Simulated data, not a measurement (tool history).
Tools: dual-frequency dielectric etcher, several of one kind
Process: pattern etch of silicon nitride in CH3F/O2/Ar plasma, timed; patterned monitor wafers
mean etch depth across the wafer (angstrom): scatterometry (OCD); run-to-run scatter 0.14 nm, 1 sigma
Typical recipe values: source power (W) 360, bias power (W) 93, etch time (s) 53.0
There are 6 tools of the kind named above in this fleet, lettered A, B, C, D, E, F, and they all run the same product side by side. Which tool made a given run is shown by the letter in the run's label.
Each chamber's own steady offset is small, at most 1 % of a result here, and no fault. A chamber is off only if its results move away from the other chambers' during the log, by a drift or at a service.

| run | day | source power (W) | bias power (W) | etch time (s) | hours since the last wet clean | hours since the last source power generator calibration | hours since the last bias power generator calibration | read-back reference wafer on the same gauge, depth_nm | mean etch depth across the wafer (angstrom) |
|---|---|---|---|---|---|---|---|---|---|
| 1A | 0.425 | 360 | 93 | 53.0 | 95.0 | 1079.0 | 1610.6 | 41.619 | 389.77 |
| 2E | 0.762 | 360 | 93 | 53.0 | 277.1 | 2191.8 | 469.7 | 41.605 | 389.15 |
| 3C | 1.112 | 360 | 93 | 53.0 | 158.1 | 121.8 | 1729.2 | 41.607 | 389.25 |
| 4F | 1.471 | 360 | 93 | 53.0 | 374.8 | 823.5 | 1897.6 | 41.643 | 391.37 |
| 5B | 1.933 | 360 | 93 | 53.0 | 63.2 | 813.6 | 796.3 | 41.616 | 388.24 |
| 6D | 2.462 | 360 | 93 | 53.0 | 412.8 | 2824.8 | 3443.6 | 41.614 | 388.69 |
| 7F | 2.842 | 360 | 93 | 53.0 | 407.7 | 856.4 | 1930.5 | 41.609 | 392.55 |
| 8C | 3.100 | 360 | 93 | 42.0 | 205.8 | 169.5 | 1776.9 | 41.639 | 307.71 |
| 9E | 3.404 | 360 | 93 | 42.0 | 340.5 | 2255.2 | 533.1 | 41.600 | 307.10 |
| 10A | 3.738 | 360 | 93 | 42.0 | 174.5 | 1158.5 | 1690.1 | 41.634 | 308.02 |
| 11B | 4.038 | 360 | 93 | 42.0 | 113.7 | 864.1 | 846.8 | 41.622 | 305.60 |
| 12D | 4.425 | 360 | 93 | 42.0 | 459.9 | 2871.9 | 3490.7 | 41.556 | 310.22 |
| 13A | 4.742 | 360 | 93 | 42.0 | 198.6 | 1182.6 | 1714.2 | 41.579 | 308.60 |
| 14B | 5.121 | 360 | 93 | 53.0 | 139.7 | 890.1 | 872.8 | 41.631 | 388.36 |
|  | 5.196 | chamber D: wet clean of the chamber |
| 15D | 5.558 | 360 | 100 | 53.0 | 8.8 | 2899.1 | 3517.9 | 41.589 | 398.97 |
| 16F | 6.117 | 360 | 100 | 53.0 | 486.3 | 935.0 | 2009.1 | 41.634 | 402.27 |
| 17C | 6.475 | 360 | 100 | 53.0 | 286.8 | 250.5 | 1857.9 | 41.567 | 398.84 |
| 18E | 7.017 | 360 | 100 | 53.0 | 427.2 | 2341.9 | 619.8 | 41.627 | 396.82 |
| 19B | 7.321 | 360 | 100 | 53.0 | 192.5 | 942.9 | 925.6 | 41.578 | 398.07 |
| 20F | 7.633 | 360 | 100 | 53.0 | 522.7 | 971.4 | 2045.5 | 41.576 | 400.56 |
| 21E | 7.992 | 360 | 93 | 53.0 | 450.6 | 2365.3 | 643.2 | 41.615 | 391.60 |
| 22D | 8.400 | 360 | 93 | 53.0 | 77.0 | 2967.3 | 3586.1 | 41.633 | 391.26 |
| 23C | 8.862 | 360 | 93 | 53.0 | 344.1 | 307.8 | 1915.2 | 41.616 | 391.10 |
| 24A | 9.329 | 360 | 93 | 53.0 | 308.7 | 1292.7 | 1824.3 | 41.615 | 390.54 |
|  | 9.446 | chamber F: wet clean of the chamber |
| 25E | 9.733 | 360 | 93 | 53.0 | 492.4 | 2407.1 | 685.0 | 41.621 | 389.51 |
| 26F | 10.229 | 360 | 93 | 53.0 | 18.8 | 1033.7 | 2107.8 | 41.579 | 390.47 |
| 27D | 10.617 | 360 | 93 | 53.0 | 130.2 | 3020.5 | 3639.3 | 41.611 | 389.60 |
| 28C | 11.125 | 360 | 93 | 53.0 | 398.4 | 362.1 | 1969.5 | 41.614 | 389.29 |
|  | 11.138 | chamber A: bias power generator calibrated |
|  | 11.450 | chamber C: bias power generator calibrated |
| 29B | 11.521 | 360 | 93 | 53.0 | 293.3 | 1043.7 | 1026.4 | 41.631 | 388.49 |
| 30A | 11.946 | 430 | 93 | 53.0 | 371.5 | 1355.5 | 19.5 | 41.601 | 413.05 |
|  | 11.975 | chamber E: wet clean of the chamber |
| 31C | 12.338 | 430 | 93 | 53.0 | 427.5 | 391.2 | 21.4 | 41.603 | 418.92 |
| 32A | 12.858 | 430 | 93 | 53.0 | 393.4 | 1377.4 | 41.4 | 41.596 | 416.54 |
| 33B | 13.283 | 430 | 93 | 53.0 | 335.6 | 1086.0 | 1068.7 | 41.613 | 417.36 |
| 34E | 13.671 | 430 | 93 | 53.0 | 40.7 | 2501.6 | 779.5 | 41.600 | 415.72 |
|  | 13.679 | chamber D: bias power generator calibrated |
| 35F | 14.196 | 430 | 93 | 53.0 | 114.0 | 1128.9 | 2203.0 | 41.586 | 417.24 |
| 36D | 14.650 | 360 | 93 | 53.0 | 227.0 | 3117.3 | 23.3 | 41.595 | 391.17 |
| 37A | 15.033 | 360 | 93 | 53.0 | 445.6 | 1429.6 | 93.6 | 41.594 | 392.37 |
| 38F | 15.521 | 360 | 93 | 53.0 | 145.8 | 1160.7 | 2234.8 | 41.600 | 388.71 |
|  | 15.717 | chamber C: wet clean of the chamber |
|  | 15.850 | chamber B: wet clean of the chamber |
| 39C | 16.008 | 360 | 93 | 53.0 | 7.0 | 479.3 | 109.5 | 41.555 | 388.55 |
| 40B | 16.450 | 360 | 93 | 53.0 | 14.5 | 1162.0 | 1144.7 | 41.572 | 385.42 |
| 41D | 16.821 | 430 | 93 | 62.5 | 279.1 | 3169.4 | 75.4 | 41.608 | 488.37 |

Is one chamber off against the others, does the gauge drift, or is nothing wrong? If a chamber is off, say which, and what the likeliest cause is.

No chamber is off and the gauge is stable; the differences are just each chamber's small, constant offset.

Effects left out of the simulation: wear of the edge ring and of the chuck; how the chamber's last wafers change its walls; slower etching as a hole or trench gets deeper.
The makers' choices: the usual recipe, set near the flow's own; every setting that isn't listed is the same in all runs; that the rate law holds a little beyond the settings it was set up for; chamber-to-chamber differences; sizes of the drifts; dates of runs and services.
